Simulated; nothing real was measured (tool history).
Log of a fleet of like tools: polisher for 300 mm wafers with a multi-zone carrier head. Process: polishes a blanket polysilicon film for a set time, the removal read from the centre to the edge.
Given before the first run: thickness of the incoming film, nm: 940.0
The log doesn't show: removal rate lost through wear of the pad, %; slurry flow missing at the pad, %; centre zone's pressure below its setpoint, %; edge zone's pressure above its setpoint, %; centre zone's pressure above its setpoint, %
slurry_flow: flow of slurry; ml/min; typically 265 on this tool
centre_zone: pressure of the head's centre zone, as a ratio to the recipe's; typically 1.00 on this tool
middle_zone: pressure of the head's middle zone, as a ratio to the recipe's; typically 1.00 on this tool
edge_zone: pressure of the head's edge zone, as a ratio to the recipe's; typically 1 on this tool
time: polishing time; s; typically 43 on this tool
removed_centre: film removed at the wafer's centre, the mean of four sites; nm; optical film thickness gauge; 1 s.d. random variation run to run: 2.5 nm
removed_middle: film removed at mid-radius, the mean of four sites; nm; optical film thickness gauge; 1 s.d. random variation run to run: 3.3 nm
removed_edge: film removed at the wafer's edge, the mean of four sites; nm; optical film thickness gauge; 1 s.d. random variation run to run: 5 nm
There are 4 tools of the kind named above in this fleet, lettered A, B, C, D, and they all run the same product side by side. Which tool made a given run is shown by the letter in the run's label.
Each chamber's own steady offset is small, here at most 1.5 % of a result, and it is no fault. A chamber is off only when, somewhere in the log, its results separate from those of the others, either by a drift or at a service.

run	hour	slurry_flow	centre_zone	middle_zone	edge_zone	time	wafers polished on this pad	hours since the slurry nozzle was cleaned	hours since the centre zone pressure was calibrated	hours since the edge zone pressure was calibrated	removed_centre	removed_middle	removed_edge
1C	14.0	265	1.00	1.00	1	43	218	418.3	265.0	412.0	393.56	386.97	392.86
2A	28.7	265	1.00	1.00	1	43	906	124.1	308.2	517.7	385.53	379.60	390.43
# hour 38.8: chamber B: worn pad replaced by a new one
# hour 39.0: chamber C: slurry nozzle cleaned
3D	41.4	265	1.00	1.00	1	43	599	388.9	1223.0	999.7	397.17	389.88	382.46
4B	48.3	265	1.00	1.00	1	43	122	95.5	872.8	213.0	386.10	388.46	395.38
# hour 51.4: chamber A: worn pad replaced by a new one
5D	58.0	265	1.00	1.00	1	43	813	405.5	1239.6	1016.3	391.13	386.72	387.80
6A	66.7	265	1.00	1.00	1	43	197	162.1	346.2	555.7	390.91	386.11	387.90
7B	75.0	265	1.00	1.00	1	43	465	122.2	899.5	239.7	385.50	389.66	381.36
8C	84.4	265	1.00	1.00	1	43	1124	45.4	335.4	482.4	393.15	391.22	387.10
# hour 87.7: chamber C: worn pad replaced by a new one
9A	98.6	265	1.00	1.00	1	43	608	194.0	378.1	587.6	388.20	390.35	387.65
# hour 105.7: chamber D: worn pad replaced by a new one
10D	108.7	265	1.00	1.00	1	43	39	456.2	1290.3	1067.0	391.30	387.51	389.56
11C	116.5	265	1.00	1.00	1	43	370	77.5	367.5	514.5	397.13	392.09	387.79
12B	125.8	265	1.00	1.00	1	43	1119	173.0	950.3	290.5	381.78	393.56	394.53
# hour 129.0: chamber D: centre zone pressure recalibrated
13B	136.9	265	1.00	1.00	1	43	1262	184.1	961.4	301.6	385.43	387.83	391.46
# hour 145.6: chamber A: worn pad replaced by a new one
14C	151.0	265	1.04	1.00	1	43	814	112.0	402.0	549.0	406.80	392.87	385.35
# hour 156.8: chamber B: edge zone pressure recalibrated
# hour 157.2: chamber B: worn pad replaced by a new one
15A	162.0	265	1.04	1.00	1	43	211	257.4	441.5	651.0	406.34	384.79	389.63
16D	177.6	265	1.04	1.00	1	43	925	525.1	48.7	1135.9	378.66	389.96	384.82
# hour 179.9: chamber C: worn pad replaced by a new one
17A	192.6	265	1.04	1.00	1	43	605	288.0	472.1	681.6	404.41	389.35	393.81
# hour 198.7: chamber D: worn pad replaced by a new one
18D	200.6	265	1.05	1.00	1	43	25	548.1	71.7	1158.9	379.93	381.21	379.53
19B	207.4	265	1.05	1.00	1	43	646	254.6	1031.9	50.7	406.16	389.62	379.90
20C	218.8	265	1.05	1.00	1	43	500	179.8	469.8	616.8	415.46	387.87	385.48
# hour 226.7: chamber D: edge zone pressure recalibrated
21C	233.1	265	1.05	1.00	1	43	684	194.1	484.1	631.1	410.91	387.99	380.58
22D	248.2	265	1.00	1.00	1	43	637	595.7	119.3	21.6	364.59	389.02	391.74
# hour 252.9: chamber A: worn pad replaced by a new one
23A	255.9	265	1.00	1.00	1	43	38	351.3	535.4	744.9	387.52	390.58	395.86
24B	265.4	265	1.00	1.00	1	43	1392	312.6	1089.9	108.7	383.48	388.68	390.82
# hour 272.9: chamber C: worn pad replaced by a new one
25B	275.4	265	1.00	0.91	1	33	1520	322.6	1099.9	118.7	293.85	275.14	293.84
26D	284.4	265	1.00	0.91	1	33	1103	631.9	155.5	57.8	281.24	271.41	295.83
# hour 284.5: chamber D: slurry nozzle cleaned
# hour 289.9: chamber B: worn pad replaced by a new one
# hour 293.2: chamber D: worn pad replaced by a new one
# hour 293.7: chamber B: centre zone pressure recalibrated
27C	294.5	265	1.00	0.91	1	33	279	255.5	545.5	692.5	303.11	271.64	298.65
# hour 304.5: chamber A: centre zone pressure recalibrated
28A	308.4	265	1.00	0.91	1	33	714	403.8	3.9	797.4	296.91	271.67	293.69
29D	323.6	265	1.00	1.00	1	43	391	39.1	194.7	97.0	362.71	388.64	380.01
30A	338.9	265	1.00	1.00	1	43	1106	434.3	34.4	827.9	390.81	384.81	388.03
31C	349.2	265	1.00	1.00	1	43	982	310.2	600.2	747.2	390.93	385.07	388.07
# hour 360.1: chamber A: worn pad replaced by a new one
# hour 363.4: chamber B: slurry nozzle cleaned
32B	364.4	265	1.00	1.00	1	43	959	1.0	70.8	207.7	385.35	394.70	396.68
# hour 371.0: chamber C: worn pad replaced by a new one
33A	374.5	265	0.92	1.00	1	55	185	469.9	70.0	863.5	451.53	489.69	492.93
34B	388.5	265	0.92	1.00	1	55	1269	25.1	94.9	231.8	452.25	504.74	492.92
# hour 395.7: chamber C: centre zone pressure recalibrated
35C	396.0	265	0.92	1.00	1	55	322	357.0	0.4	794.0	462.57	497.45	492.37
# hour 399.7: chamber D: worn pad replaced by a new one
36D	408.2	265	0.92	1.00	1	55	109	123.7	279.3	181.6	421.24	490.62	490.75

Is one chamber out of step, is the gauge drifting, or do the chambers differ by no more than their own small offsets? For an off chamber, give its letter and the likeliest cause.

After it was serviced, chamber D no longer matches the other chambers.
What lies behind it: centre zone's pressure below its setpoint, % = 6.66.

Which of the 4 candidates below, each the usual settings with something changed and its results left as question marks, puts chamber D back in line with what the other chambers give on the usual settings?
In line here means within this much of the mean the other chambers give on the usual settings: removed_centre 8.60 nm; removed_middle 11.00 nm; removed_edge 18.00 nm
37D-1	419.5	265	1.02	1.00	0.99	43					?	?	?
37D-2	419.5	260	0.96	1.01	1.01	42					?	?	?
37D-3	419.5	265	0.98	1.00	1.01	43					?	?	?
37D-4	419.5	270	1.04	0.99	0.99	44					?	?	?

What the other chambers average on the usual settings: removed_centre 388.39 nm; removed_middle 389.04 nm; removed_edge 390.77 nm
run	removed_centre	removed_middle	removed_edge
37D-1	371.66	387.14	384.92
37D-2	338.52	380.95	379.27
37D-3	355.46	387.21	388.98
37D-4	389.44	393.23	394.54
The right change is 37D-4: it brings the chamber back within the allowed miss of the others.

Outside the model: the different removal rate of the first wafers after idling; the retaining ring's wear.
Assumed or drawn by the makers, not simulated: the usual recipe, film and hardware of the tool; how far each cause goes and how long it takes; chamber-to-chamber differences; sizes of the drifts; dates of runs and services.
